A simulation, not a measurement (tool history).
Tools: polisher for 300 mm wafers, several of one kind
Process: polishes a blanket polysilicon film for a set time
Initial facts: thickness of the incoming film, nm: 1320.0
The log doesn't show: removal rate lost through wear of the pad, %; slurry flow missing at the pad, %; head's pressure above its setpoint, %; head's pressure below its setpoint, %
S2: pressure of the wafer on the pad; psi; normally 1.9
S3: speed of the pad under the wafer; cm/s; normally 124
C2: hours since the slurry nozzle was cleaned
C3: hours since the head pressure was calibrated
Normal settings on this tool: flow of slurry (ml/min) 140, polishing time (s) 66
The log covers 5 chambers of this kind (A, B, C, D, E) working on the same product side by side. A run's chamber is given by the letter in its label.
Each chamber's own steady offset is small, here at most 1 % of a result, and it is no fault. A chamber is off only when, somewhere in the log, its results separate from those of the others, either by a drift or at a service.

At hour 9.2: chamber A: worn pad replaced by a new one.
Run 1B, hour 10.5: usual settings; wafers polished on this pad 122; C2 259.8; C3 219.4. Result: film removed (Å) 3735.4.
Run 2C, hour 16.3: usual settings; wafers polished on this pad 449; C2 200.0; C3 26.3. Result: film removed (Å) 3782.8.
Run 3D, hour 27.5: usual settings; wafers polished on this pad 454; C2 53.6; C3 404.2. Result: film removed (Å) 3794.6.
Run 4E, hour 36.5: usual settings; wafers polished on this pad 877; C2 240.9; C3 71.3. Result: film removed (Å) 3777.8.
Run 5A, hour 49.7: usual settings; wafers polished on this pad 459; C2 81.8; C3 280.9. Result: film removed (Å) 3747.7.
At hour 54.1: chamber C: worn pad replaced by a new one.
Run 6C, hour 57.5: usual settings; wafers polished on this pad 38; C2 241.2; C3 67.5. Result: film removed (Å) 3724.6.
Run 7E, hour 65.0: usual settings but S3 106 cm/s, polishing time (s) 77; wafers polished on this pad 1200; C2 269.4; C3 99.8. Result: film removed (Å) 3748.3.
At hour 65.1: chamber D: worn pad replaced by a new one.
Run 8D, hour 71.1: usual settings but S3 106 cm/s, polishing time (s) 77; wafers polished on this pad 68; C2 97.2; C3 447.8. Result: film removed (Å) 3819.3.
Run 9B, hour 82.8: usual settings but S3 106 cm/s, polishing time (s) 77; wafers polished on this pad 941; C2 332.1; C3 291.7. Result: film removed (Å) 3773.3.
At hour 85.3: chamber B: worn pad replaced by a new one.
At hour 86.6: chamber A: worn pad replaced by a new one.
Run 10A, hour 91.1: usual settings but S3 106 cm/s, polishing time (s) 77; wafers polished on this pad 51; C2 123.2; C3 322.3. Result: film removed (Å) 3715.8.
Run 11C, hour 101.3: usual settings but S3 106 cm/s, polishing time (s) 77; wafers polished on this pad 535; C2 285.0; C3 111.3. Result: film removed (Å) 3667.5.
Run 12D, hour 113.1: usual settings; wafers polished on this pad 544; C2 139.2; C3 489.8. Result: film removed (Å) 3728.7.
Run 13B, hour 125.9: usual settings; wafers polished on this pad 461; C2 375.2; C3 334.8. Result: film removed (Å) 3740.7.
At hour 126.6: chamber C: worn pad replaced by a new one.
Run 14E, hour 135.8: usual settings; wafers polished on this pad 2003; C2 340.2; C3 170.6. Result: film removed (Å) 3626.1.
Run 15A, hour 143.8: usual settings; wafers polished on this pad 648; C2 175.9; C3 375.0. Result: film removed (Å) 3751.3.
At hour 147.9: chamber D: worn pad replaced by a new one.
At hour 152.3: chamber A: head pressure recalibrated.
Run 16C, hour 153.4: usual settings; wafers polished on this pad 304; C2 337.1; C3 163.4. Result: film removed (Å) 3796.4.
At hour 156.5: chamber E: slurry nozzle cleaned.
Run 17E, hour 160.6: usual settings; wafers polished on this pad 2284; C2 4.1; C3 195.4. Result: film removed (Å) 3602.4.
At hour 165.8: chamber A: worn pad replaced by a new one.
At hour 166.2: chamber B: worn pad replaced by a new one.
Run 18A, hour 167.4: usual settings; wafers polished on this pad 18; C2 199.5; C3 15.2. Result: film removed (Å) 3754.4.
Run 19B, hour 179.2: usual settings; wafers polished on this pad 148; C2 428.5; C3 388.1. Result: film removed (Å) 3746.6.
Run 20D, hour 191.9: usual settings; wafers polished on this pad 498; C2 218.0; C3 568.6. Result: film removed (Å) 3732.7.
Run 21B, hour 199.3: usual settings; wafers polished on this pad 375; C2 448.6; C3 408.2. Result: film removed (Å) 3741.5.
At hour 204.0: chamber C: worn pad replaced by a new one.
Run 22D, hour 206.7: usual settings; wafers polished on this pad 666; C2 232.8; C3 583.4. Result: film removed (Å) 3758.0.
Run 23E, hour 217.2: usual settings but S2 1.4 psi, polishing time (s) 84; wafers polished on this pad 2925; C2 60.7; C3 252.0. Result: film removed (Å) 3419.4.
At hour 221.5: chamber D: worn pad replaced by a new one.
Run 24C, hour 223.1: usual settings but S2 1.4 psi, polishing time (s) 84; wafers polished on this pad 217; C2 406.8; C3 233.1. Result: film removed (Å) 3592.9.
At hour 224.2: chamber A: slurry nozzle cleaned.
Run 25A, hour 229.0: usual settings but S2 1.4 psi, polishing time (s) 84; wafers polished on this pad 716; C2 4.8; C3 76.8. Result: film removed (Å) 3506.9.
At hour 238.0: chamber B: worn pad replaced by a new one.
Run 26D, hour 241.2: usual settings but S2 1.4 psi, polishing time (s) 84; wafers polished on this pad 223; C2 267.3; C3 617.9. Result: film removed (Å) 3503.4.
Run 27B, hour 247.7: usual settings but S2 1.4 psi, polishing time (s) 84; wafers polished on this pad 110; C2 497.0; C3 456.6. Result: film removed (Å) 3499.9.
At hour 250.7: chamber A: worn pad replaced by a new one.
Run 28A, hour 261.1: usual settings; wafers polished on this pad 118; C2 36.9; C3 108.9. Result: film removed (Å) 3733.7.
Run 29C, hour 270.2: usual settings; wafers polished on this pad 751; C2 453.9; C3 280.2. Result: film removed (Å) 3721.4.
At hour 273.4: chamber C: worn pad replaced by a new one.
Run 30E, hour 280.4: usual settings; wafers polished on this pad 3642; C2 123.9; C3 315.2. Result: film removed (Å) 3500.1.
Run 31B, hour 286.2: usual settings; wafers polished on this pad 546; C2 535.5; C3 495.1. Result: film removed (Å) 3796.1.
Run 32E, hour 293.2: usual settings but polishing time (s) 56; wafers polished on this pad 3787; C2 136.7; C3 328.0. Result: film removed (Å) 2895.2.
Run 33C, hour 300.9: usual settings but polishing time (s) 56; wafers polished on this pad 312; C2 484.6; C3 310.9. Result: film removed (Å) 3141.7.
At hour 306.5: chamber D: worn pad replaced by a new one.
At hour 308.5: chamber B: worn pad replaced by a new one.
Run 34A, hour 311.4: usual settings but polishing time (s) 56; wafers polished on this pad 688; C2 87.2; C3 159.2. Result: film removed (Å) 3208.6.
Run 35D, hour 323.5: usual settings but polishing time (s) 56; wafers polished on this pad 193; C2 349.6; C3 700.2. Result: film removed (Å) 3235.5.
Run 36D, hour 331.6: usual settings but polishing time (s) 56; wafers polished on this pad 284; C2 357.7; C3 708.3. Result: film removed (Å) 3117.6.
At hour 337.2: chamber A: worn pad replaced by a new one.
Run 37E, hour 341.2: usual settings; wafers polished on this pad 4331; C2 184.7; C3 376.0. Result: film removed (Å) 3319.9.
Run 38B, hour 347.6: usual settings; wafers polished on this pad 443; C2 596.9; C3 556.5. Result: film removed (Å) 3778.4.
Run 39A, hour 355.3: usual settings; wafers polished on this pad 205; C2 131.1; C3 203.1. Result: film removed (Å) 3755.4.
At hour 357.6: chamber C: worn pad replaced by a new one.
Run 40C, hour 364.8: usual settings; wafers polished on this pad 81; C2 548.5; C3 374.8. Result: film removed (Å) 3807.0.
Run 41E, hour 376.2: usual settings; wafers polished on this pad 4728; C2 219.7; C3 411.0. Result: film removed (Å) 3259.7.

Has any chamber moved away from the others, gradually or after a service, or does the common gauge drift, or do the chambers differ only by their own small steady offsets? State the chamber and the most likely cause if one applies.

One chamber, E, drifts off from the rest bit by bit.
What lies behind it: removal rate lost through wear of the pad, % = 11.9.
The log may not tell that from: head's pressure below its setpoint, %.

Chamber E could run next with any of the 4 candidate recipes listed below; each alters the usual settings, and their results appear as question marks. Which one brings its results back in line with what the other chambers deliver on the usual settings?
Allowed miss from the other chambers' usual-settings mean, per result, to count as in line: film removed (Å) 180.0
Run 42E-1, hour 385.8: usual settings but S2 2.2 psi. Result: film removed (Å) ?.
Run 42E-2, hour 385.8: usual settings but S3 126 cm/s, polishing time (s) 67. Result: film removed (Å) ?.
Run 42E-3, hour 385.8: usual settings but S2 1.8 psi, S3 116 cm/s. Result: film removed (Å) ?.
Run 42E-4, hour 385.8: usual settings but flow of slurry (ml/min) 105. Result: film removed (Å) ?.

The other chambers' mean on the usual settings: film removed (Å) 3750.0
  run  film removed (Å)
42E-1            3773.4
42E-2            3366.1
42E-3            2889.6
42E-4            3072.8
42E-1 puts the chamber back in line with the other chambers.
